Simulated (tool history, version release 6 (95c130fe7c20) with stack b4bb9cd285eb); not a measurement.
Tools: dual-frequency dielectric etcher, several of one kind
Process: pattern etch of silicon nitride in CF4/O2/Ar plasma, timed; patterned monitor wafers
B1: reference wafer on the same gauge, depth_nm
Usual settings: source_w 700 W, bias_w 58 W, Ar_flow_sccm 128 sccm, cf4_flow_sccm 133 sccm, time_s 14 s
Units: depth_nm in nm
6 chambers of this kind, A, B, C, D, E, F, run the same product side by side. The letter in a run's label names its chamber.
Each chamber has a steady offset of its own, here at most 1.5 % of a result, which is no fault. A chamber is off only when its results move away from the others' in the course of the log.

{"run": "1D", "hour": 6.6, "source_w": 700, "bias_w": 58, "Ar_flow_sccm": 128, "cf4_flow_sccm": 133, "time_s": 14, "B1": 42.398, "depth_nm": 37.539}
{"hour": 6.9, "done": "chamber E: wet clean of the chamber"}
{"run": "2B", "hour": 12.5, "source_w": 700, "bias_w": 58, "Ar_flow_sccm": 128, "cf4_flow_sccm": 133, "time_s": 14, "B1": 42.396, "depth_nm": 37.928}
{"run": "3C", "hour": 16.6, "source_w": 700, "bias_w": 58, "Ar_flow_sccm": 128, "cf4_flow_sccm": 133, "time_s": 14, "B1": 42.381, "depth_nm": 37.358}
{"run": "4A", "hour": 20.6, "source_w": 700, "bias_w": 58, "Ar_flow_sccm": 128, "cf4_flow_sccm": 133, "time_s": 14, "B1": 42.387, "depth_nm": 38.337}
{"run": "5E", "hour": 26.4, "source_w": 700, "bias_w": 58, "Ar_flow_sccm": 128, "cf4_flow_sccm": 133, "time_s": 14, "B1": 42.38, "depth_nm": 38.023}
{"run": "6F", "hour": 32.3, "source_w": 700, "bias_w": 58, "Ar_flow_sccm": 128, "cf4_flow_sccm": 133, "time_s": 14, "B1": 42.386, "depth_nm": 37.674}
{"run": "7E", "hour": 38.8, "source_w": 700, "bias_w": 58, "Ar_flow_sccm": 128, "cf4_flow_sccm": 133, "time_s": 14, "B1": 42.366, "depth_nm": 37.998}
{"run": "8A", "hour": 42.6, "source_w": 700, "bias_w": 58, "Ar_flow_sccm": 128, "cf4_flow_sccm": 133, "time_s": 14, "B1": 42.378, "depth_nm": 38.305}
{"run": "9F", "hour": 46.7, "source_w": 700, "bias_w": 64, "Ar_flow_sccm": 150, "cf4_flow_sccm": 133, "time_s": 14, "B1": 42.375, "depth_nm": 38.36}
{"run": "10B", "hour": 50.4, "source_w": 700, "bias_w": 64, "Ar_flow_sccm": 150, "cf4_flow_sccm": 133, "time_s": 14, "B1": 42.363, "depth_nm": 38.632}
{"run": "11D", "hour": 58.3, "source_w": 700, "bias_w": 64, "Ar_flow_sccm": 150, "cf4_flow_sccm": 133, "time_s": 14, "B1": 42.358, "depth_nm": 38.128}
{"run": "12C", "hour": 65.9, "source_w": 700, "bias_w": 64, "Ar_flow_sccm": 150, "cf4_flow_sccm": 133, "time_s": 14, "B1": 42.353, "depth_nm": 38.009}
{"run": "13A", "hour": 72.5, "source_w": 700, "bias_w": 64, "Ar_flow_sccm": 150, "cf4_flow_sccm": 133, "time_s": 14, "B1": 42.34, "depth_nm": 38.976}
{"run": "14F", "hour": 80.5, "source_w": 700, "bias_w": 64, "Ar_flow_sccm": 150, "cf4_flow_sccm": 133, "time_s": 14, "B1": 42.341, "depth_nm": 38.313}
{"run": "15B", "hour": 87.3, "source_w": 700, "bias_w": 58, "Ar_flow_sccm": 128, "cf4_flow_sccm": 133, "time_s": 14, "B1": 42.337, "depth_nm": 37.903}
{"run": "16D", "hour": 91.4, "source_w": 700, "bias_w": 58, "Ar_flow_sccm": 128, "cf4_flow_sccm": 133, "time_s": 14, "B1": 42.331, "depth_nm": 37.438}
{"run": "17C", "hour": 99.4, "source_w": 700, "bias_w": 58, "Ar_flow_sccm": 128, "cf4_flow_sccm": 133, "time_s": 14, "B1": 42.337, "depth_nm": 37.255}
{"run": "18E", "hour": 103.0, "source_w": 700, "bias_w": 58, "Ar_flow_sccm": 128, "cf4_flow_sccm": 133, "time_s": 14, "B1": 42.333, "depth_nm": 37.944}
{"run": "19B", "hour": 106.8, "source_w": 700, "bias_w": 58, "Ar_flow_sccm": 128, "cf4_flow_sccm": 133, "time_s": 14, "B1": 42.327, "depth_nm": 37.886}
{"run": "20D", "hour": 111.6, "source_w": 700, "bias_w": 58, "Ar_flow_sccm": 128, "cf4_flow_sccm": 133, "time_s": 14, "B1": 42.325, "depth_nm": 37.422}
{"hour": 113.2, "done": "chamber D: Ar flow controller replaced"}
{"run": "21E", "hour": 117.9, "source_w": 700, "bias_w": 58, "Ar_flow_sccm": 138, "cf4_flow_sccm": 107, "time_s": 14, "B1": 42.324, "depth_nm": 36.57}
{"run": "22F", "hour": 125.5, "source_w": 700, "bias_w": 58, "Ar_flow_sccm": 138, "cf4_flow_sccm": 107, "time_s": 14, "B1": 42.304, "depth_nm": 36.324}
{"run": "23A", "hour": 130.1, "source_w": 700, "bias_w": 58, "Ar_flow_sccm": 138, "cf4_flow_sccm": 107, "time_s": 14, "B1": 42.309, "depth_nm": 36.847}
{"run": "24C", "hour": 136.8, "source_w": 700, "bias_w": 58, "Ar_flow_sccm": 138, "cf4_flow_sccm": 107, "time_s": 14, "B1": 42.308, "depth_nm": 35.92}
{"run": "25C", "hour": 144.1, "source_w": 700, "bias_w": 58, "Ar_flow_sccm": 138, "cf4_flow_sccm": 107, "time_s": 14, "B1": 42.298, "depth_nm": 35.836}
{"run": "26D", "hour": 147.7, "source_w": 700, "bias_w": 58, "Ar_flow_sccm": 138, "cf4_flow_sccm": 107, "time_s": 14, "B1": 42.295, "depth_nm": 36.094}
{"run": "27F", "hour": 152.6, "source_w": 700, "bias_w": 58, "Ar_flow_sccm": 128, "cf4_flow_sccm": 133, "time_s": 14, "B1": 42.284, "depth_nm": 37.66}
{"run": "28E", "hour": 159.6, "source_w": 700, "bias_w": 58, "Ar_flow_sccm": 128, "cf4_flow_sccm": 133, "time_s": 14, "B1": 42.289, "depth_nm": 37.914}
{"run": "29B", "hour": 166.3, "source_w": 700, "bias_w": 58, "Ar_flow_sccm": 128, "cf4_flow_sccm": 133, "time_s": 14, "B1": 42.281, "depth_nm": 37.826}
{"run": "30A", "hour": 170.2, "source_w": 620, "bias_w": 58, "Ar_flow_sccm": 128, "cf4_flow_sccm": 133, "time_s": 12, "B1": 42.282, "depth_nm": 29.47}
{"run": "31F", "hour": 177.3, "source_w": 620, "bias_w": 58, "Ar_flow_sccm": 128, "cf4_flow_sccm": 133, "time_s": 12, "B1": 42.261, "depth_nm": 29.014}
{"run": "32C", "hour": 181.3, "source_w": 620, "bias_w": 58, "Ar_flow_sccm": 128, "cf4_flow_sccm": 133, "time_s": 12, "B1": 42.272, "depth_nm": 28.678}
{"run": "33B", "hour": 185.6, "source_w": 620, "bias_w": 58, "Ar_flow_sccm": 128, "cf4_flow_sccm": 133, "time_s": 12, "B1": 42.269, "depth_nm": 29.156}
{"run": "34E", "hour": 193.3, "source_w": 620, "bias_w": 58, "Ar_flow_sccm": 128, "cf4_flow_sccm": 133, "time_s": 12, "B1": 42.262, "depth_nm": 29.218}
{"run": "35A", "hour": 198.6, "source_w": 620, "bias_w": 58, "Ar_flow_sccm": 128, "cf4_flow_sccm": 133, "time_s": 12, "B1": 42.266, "depth_nm": 29.405}
{"run": "36D", "hour": 205.1, "source_w": 700, "bias_w": 58, "Ar_flow_sccm": 128, "cf4_flow_sccm": 133, "time_s": 14, "B1": 42.254, "depth_nm": 37.378}
{"hour": 208.6, "done": "chamber B: CF4 flow controller replaced"}
{"run": "37A", "hour": 210.6, "source_w": 700, "bias_w": 58, "Ar_flow_sccm": 128, "cf4_flow_sccm": 133, "time_s": 14, "B1": 42.241, "depth_nm": 38.16}
{"run": "38B", "hour": 217.0, "source_w": 700, "bias_w": 58, "Ar_flow_sccm": 128, "cf4_flow_sccm": 133, "time_s": 14, "B1": 42.246, "depth_nm": 37.827}
{"run": "39D", "hour": 225.2, "source_w": 700, "bias_w": 58, "Ar_flow_sccm": 128, "cf4_flow_sccm": 133, "time_s": 14, "B1": 42.248, "depth_nm": 37.299}
{"hour": 230.9, "done": "chamber C: wet clean of the chamber"}
{"run": "40C", "hour": 232.5, "source_w": 700, "bias_w": 58, "Ar_flow_sccm": 128, "cf4_flow_sccm": 133, "time_s": 14, "B1": 42.235, "depth_nm": 37.203}
{"run": "41F", "hour": 240.1, "source_w": 700, "bias_w": 58, "Ar_flow_sccm": 128, "cf4_flow_sccm": 133, "time_s": 14, "B1": 42.229, "depth_nm": 37.589}

What goes on in this fleet: one chamber off, a drifting gauge, or nothing beyond the chambers' own small offsets? Name the chamber and the cause, if any.

The gauge drifts, so all chambers seem to drift together. No chamber is off.
Cause: gauge reads low (%) = 0.417.
